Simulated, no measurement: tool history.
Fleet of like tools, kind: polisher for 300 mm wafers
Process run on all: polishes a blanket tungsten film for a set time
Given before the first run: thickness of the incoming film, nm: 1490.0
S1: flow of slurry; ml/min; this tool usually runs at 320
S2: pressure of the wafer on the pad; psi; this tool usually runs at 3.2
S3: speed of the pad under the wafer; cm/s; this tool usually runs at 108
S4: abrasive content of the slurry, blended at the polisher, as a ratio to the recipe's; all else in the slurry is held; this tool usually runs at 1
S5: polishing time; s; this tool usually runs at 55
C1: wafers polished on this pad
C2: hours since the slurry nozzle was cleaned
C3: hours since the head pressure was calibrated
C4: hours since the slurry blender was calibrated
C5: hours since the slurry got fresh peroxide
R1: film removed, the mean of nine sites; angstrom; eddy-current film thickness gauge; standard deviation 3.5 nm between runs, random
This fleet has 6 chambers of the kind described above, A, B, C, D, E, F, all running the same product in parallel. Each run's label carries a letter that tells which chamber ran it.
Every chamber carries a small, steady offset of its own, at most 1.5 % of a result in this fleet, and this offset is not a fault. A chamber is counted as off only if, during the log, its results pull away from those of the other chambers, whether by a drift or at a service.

run     day   S1   S2   S3   S4  S5    C1     C2      C3     C4     C5      R1
      0.033  -- chamber F: slurry blender recalibrated
      0.062  -- chamber D: slurry nozzle cleaned
      0.067  -- chamber E: slurry nozzle cleaned
 1E   0.262  320  3.2  108    1  55   779    4.8   497.2   80.7   26.8    2571
      0.288  -- chamber E: worn pad replaced by a new one
       0.35  -- chamber D: worn pad replaced by a new one
      0.433  -- chamber F: worn pad replaced by a new one
 2A   0.488  320  3.2  108    1  55   300  134.7  1315.5  217.8   62.6  2571.2
 3D   0.779  320  3.2  108    1  55   150   17.2    87.8   65.6     48  2509.7
      0.896  -- chamber C: slurry tank refilled with fresh slurry and peroxide
 4F   1.133  320  3.2  108    1  55   245  151.8   170.2   26.5  136.7  2544.6
 5B   1.388  320  3.2  108    1  55   641  165.6   317.4  191.5   57.9  2487.6
      1.462  -- chamber A: slurry blender recalibrated
      1.708  -- chamber E: slurry tank refilled with fresh slurry and peroxide
 6C   1.754  320  3.2  108    1  55  1236  217.4   345.4  155.3   20.7  2623.8
      1.812  -- chamber C: worn pad replaced by a new one
      1.971  -- chamber A: slurry tank refilled with fresh slurry and peroxide
      2.067  -- chamber B: worn pad replaced by a new one
 7D     2.1  320  3.2  108    1  55   612   48.9   119.5   97.3   79.7  2566.3
      2.138  -- chamber F: slurry tank refilled with fresh slurry and peroxide
 8A   2.342  320  3.2  108    1  55   948  179.2    1360   21.2      9  2584.3
 9E   2.525  320  3.2  108    1  55   782   59.1   551.5    135   19.7    2539
      2.529  -- chamber D: worn pad replaced by a new one
      2.792  -- chamber B: slurry blender recalibrated
10C   2.833  320  3.2  108    1  55   356  243.3   371.3  181.2   46.6    2542
      2.854  -- chamber E: worn pad replaced by a new one
      2.946  -- chamber E: slurry blender recalibrated
11B    3.15  320  3.2  108    1  55   378  207.9   359.7    8.6  100.2  2577.6
        3.2  -- chamber F: worn pad replaced by a new one
12F   3.396  280  3.2  108  0.8  55    68  206.1   224.5   80.8   30.3  2472.5
        3.5  -- chamber A: head pressure recalibrated
13F   3.575  280  3.2  108  0.8  55   131  210.4   228.8   85.1   34.6  2463.2
      3.596  -- chamber B: slurry nozzle cleaned
14E   3.962  280  3.2  108  0.8  55   387   93.6     586   24.5   54.2  2468.6
      4.038  -- chamber D: slurry tank refilled with fresh slurry and peroxide
      4.046  -- chamber E: head pressure recalibrated
      4.121  -- chamber A: worn pad replaced by a new one
15A     4.2  280  3.2  108  0.8  55    29  223.8    16.8   65.8   53.6    2393
      4.392  -- chamber E: slurry tank refilled with fresh slurry and peroxide
      4.467  -- chamber B: worn pad replaced by a new one
16C   4.583  280  3.2  108  0.8  55   968  285.3   413.3  223.2   88.6  2353.8
      4.708  -- chamber C: slurry tank refilled with fresh slurry and peroxide
17D   4.888  280  3.2  108  0.8  55   824  115.8   186.4  164.2   20.4  2514.2
      4.908  -- chamber B: slurry tank refilled with fresh slurry and peroxide
      4.929  -- chamber D: worn pad replaced by a new one
      4.933  -- chamber E: worn pad replaced by a new one
      5.188  -- chamber C: worn pad replaced by a new one
18B   5.212  320  3.2  108    1  55   261   38.8   409.2   58.1    7.3    2587
19B   5.488  320  3.2  108    1  55   357   45.4   415.8   64.7   13.9  2605.5
      5.867  -- chamber D: slurry blender recalibrated
20C   5.875  320  3.2  108    1  55   240  316.3   444.3  254.2     28  2484.6
      6.054  -- chamber F: worn pad replaced by a new one
21E   6.179  245  3.2  108    1  49   436  146.8    51.3   77.7     43  2268.4
      6.471  -- chamber A: slurry tank refilled with fresh slurry and peroxide
22F   6.479  245  3.2  108    1  49   148  280.1   298.5  154.8  104.3  2276.4
      6.762  -- chamber C: head pressure recalibrated
23D   6.779  245  3.2  108    1  49   647  161.2   231.8     22   65.8  2285.6
      6.817  -- chamber E: slurry tank refilled with fresh slurry and peroxide
          7  -- chamber D: worn pad replaced by a new one
24A   7.008  245  3.2  108    1  49  1010  291.2    84.2  133.2     13  2199.5
      7.038  -- chamber B: worn pad replaced by a new one
25D     7.2  245  3.2  108    1  49    70  171.3   241.9   32.1   75.9  2218.9
      7.317  -- chamber E: worn pad replaced by a new one
26B   7.458  245  3.2  108    1  49   147   92.7   463.1    112   61.2  2220.7
27A   7.796  320  3.2  108    1  55  1285  310.1   103.1  152.1   31.9  2569.8
      8.058  -- chamber A: worn pad replaced by a new one
      8.071  -- chamber F: slurry tank refilled with fresh slurry and peroxide
28F   8.146  320  3.2  108    1  55   731  320.1   338.5  194.8    1.8  2676.5
      8.242  -- chamber C: worn pad replaced by a new one
      8.483  -- chamber C: slurry tank refilled with fresh slurry and peroxide
29C     8.5  320  3.2  108    1  55    91  379.3    41.8  317.2    0.4  2394.7
      8.675  -- chamber F: slurry blender recalibrated
30E   8.729  320  3.2  108    1  55   494    208   112.5  138.9     46  2606.5
      8.817  -- chamber F: worn pad replaced by a new one
      8.838  -- chamber E: slurry blender recalibrated
31B   8.954  320  3.2  108    1  55   670  128.6     499  147.9   97.1  2549.5
32C   9.158  320  3.2  108    1  55   321  395.1    57.6    333   16.2    2395
      9.371  -- chamber D: slurry tank refilled with fresh slurry and peroxide
      9.388  -- chamber D: worn pad replaced by a new one
        9.4  -- chamber E: slurry tank refilled with fresh slurry and peroxide
      9.438  -- chamber B: worn pad replaced by a new one
33F   9.525  320  3.2  108    1  55   248  353.2   371.6   20.4   34.9  2671.4
      9.608  -- chamber A: slurry blender recalibrated
34D    9.85  320  3.2  108    1  55   161  234.9   305.5   95.7   11.5  2616.6
      9.896  -- chamber E: worn pad replaced by a new one
35A  10.138  320  3.2  108    1  55   726  366.3   159.3   12.8   88.1  2584.4
     10.392  -- chamber B: slurry blender recalibrated
36E  10.467  320  3.2  108    1  55   200  249.7   154.2   39.1   25.7  2607.4
37A  10.767  320  3.2  108    1  55   946  381.4   174.4   27.9  103.2  2580.4
     10.792  -- chamber B: slurry tank refilled with fresh slurry and peroxide
38F   11.05  320  3.2  108    1  55   781  389.8   408.2     57   71.5    2614
     11.108  -- chamber C: worn pad replaced by a new one
39D  11.262  320  3.2  108    1  55   655  268.8   339.4  129.6   45.4    2581
40C  11.554  320  3.2  108    1  55   157  452.6   115.1  390.5   73.7  2362.9
41B  11.842  320  3.2  108    1  55   840  197.9   568.3   34.9   25.3  2601.9
     11.908  -- chamber E: slurry tank refilled with fresh slurry and peroxide
42E  12.129  320  3.2  108    1  55   781  289.6   194.1     79    5.4  2631.7

Predict what each chamber gives when all 6 of them run the settings below next.
43A  12.408  320  3.2  108   1  71                       ?
43B  12.408  320  3.2  108   1  71                       ?
43C  12.408  320  3.2  108   1  71                       ?
43D  12.408  320  3.2  108   1  71                       ?
43E  12.408  320  3.2  108   1  71                       ?
43F  12.408  320  3.2  108   1  71                       ?

run      R1
43A  3294.8
43B  3267.2
43C  2953.8
43D    3316
43E  3451.6
43F  3467.7
